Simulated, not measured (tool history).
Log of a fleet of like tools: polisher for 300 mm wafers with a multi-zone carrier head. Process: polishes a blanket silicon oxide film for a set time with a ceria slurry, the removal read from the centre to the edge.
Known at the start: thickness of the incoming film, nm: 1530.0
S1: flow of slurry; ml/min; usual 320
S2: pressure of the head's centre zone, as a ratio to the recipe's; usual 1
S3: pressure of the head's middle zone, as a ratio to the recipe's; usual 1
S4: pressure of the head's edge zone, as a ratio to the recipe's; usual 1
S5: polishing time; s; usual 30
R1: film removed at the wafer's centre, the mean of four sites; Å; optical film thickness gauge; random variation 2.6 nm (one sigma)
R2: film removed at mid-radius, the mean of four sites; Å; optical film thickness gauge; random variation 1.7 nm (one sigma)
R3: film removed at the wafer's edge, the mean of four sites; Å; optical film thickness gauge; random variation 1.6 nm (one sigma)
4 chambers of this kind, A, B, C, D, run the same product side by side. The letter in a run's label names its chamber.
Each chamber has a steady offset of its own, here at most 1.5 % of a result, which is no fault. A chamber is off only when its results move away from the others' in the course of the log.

run	hour	S1	S2	S3	S4	S5	R1	R2	R3
1A	10.4	320	1	1	1	30	1782.5	1765.6	1765.7
2B	20.9	320	1	1	1	30	1796.7	1769.1	1753
3D	30.5	320	1	1	1	30	1785	1796	1760.2
# hour 37.3: chamber D: worn pad replaced by a new one
4C	37.6	320	1	1	1	30	1763.7	1786.8	1737.4
5B	48.9	320	1	1	1	30	1790.3	1769.6	1744.5
# hour 52: chamber A: worn pad replaced by a new one
6A	58.4	320	1	1	1	30	1722.6	1779.7	1734.5
# hour 64.1: chamber C: worn pad replaced by a new one
7C	70.6	320	1	1	1	34	2058	1991	1997.2
8D	77.5	320	1	1	1	34	2046.9	2037.1	1989.8
# hour 79.2: chamber B: worn pad replaced by a new one
9A	86.7	320	1	1	1	34	2040.5	1959.6	2024.9
10D	94.5	320	1	1	1	34	2022.7	2017.3	1987.4
11B	106	225	1	1	1	30	1701.7	1708	1709
12C	115.8	225	1	1	1	30	1687.6	1714.1	1695.8
13A	124.7	225	1	1	1	30	1747.9	1697.8	1717.1
# hour 124.9: chamber A: centre zone pressure recalibrated
14C	135.1	225	1	1	1	30	1662.1	1698.1	1709.3
# hour 137.6: chamber D: worn pad replaced by a new one
# hour 140.7: chamber C: slurry nozzle cleaned
15D	144	320	1	1	1	30	1797.4	1780	1767.3
# hour 146: chamber B: slurry nozzle cleaned
16B	156.3	320	1	1	1	30	1820.7	1771.9	1765.1
# hour 159.4: chamber C: worn pad replaced by a new one
# hour 161.1: chamber B: worn pad replaced by a new one
17A	167.1	320	1	1	1	30	1792.4	1758	1767.7
# hour 170.9: chamber A: worn pad replaced by a new one
18B	177.2	320	1	1	1	30	1727.6	1800.1	1762.5
19D	186.1	320	1	0.93	1	30	1797.4	1647.2	1736.6
20C	195.7	320	1	0.93	1	30	1814.2	1642.1	1770.7
# hour 203.7: chamber C: centre zone pressure recalibrated
21B	204.2	320	1	0.93	1	30	1812.5	1648.7	1759.5
22D	214	320	1	0.93	1	30	1790.5	1663.4	1771.7
23C	220.4	320	1	1	1	30	1763.8	1784.8	1775.1
24A	227	320	1	1	1	30	1793.7	1746.6	1746.8
25C	233.6	320	1	1	1	30	1776.3	1745.8	1778.2
# hour 235.5: chamber C: worn pad replaced by a new one
26D	244.1	320	1	1	1	30	1811.1	1766.5	1743.3
# hour 245.6: chamber A: slurry nozzle cleaned
# hour 250.9: chamber B: worn pad replaced by a new one
# hour 251.4: chamber D: worn pad replaced by a new one
27B	256.2	320	1	1	1	30	1728.6	1779.5	1725.9
28A	262.4	320	1	1	1	30	1815.2	1791.6	1730.7
29C	272.6	320	1	1	1	30	1793.4	1784.5	1785.1
30B	277.9	320	1	1	1	30	1764.9	1790.4	1756.8
31D	288	320	1	1	1	30	1786.3	1772.7	1755.1
32A	294	320	1	1	1	30	1778	1763.7	1766.8
# hour 299: chamber A: worn pad replaced by a new one
33D	300.5	320	1	1	1	30	1806.9	1806.4	1774.7
# hour 303.2: chamber A: edge zone pressure recalibrated
34A	311.5	320	1	1	1	30	1753.4	1758.7	1742.9
# hour 313.9: chamber C: worn pad replaced by a new one
35C	318.7	320	1	1	1	30	1783.3	1781.8	1756.8

What goes on in this fleet: one chamber off, a drifting gauge, or nothing beyond the chambers' own small offsets? Name the chamber and the cause, if any.

No chamber stands off beyond its own small offset, and the gauge holds steady.
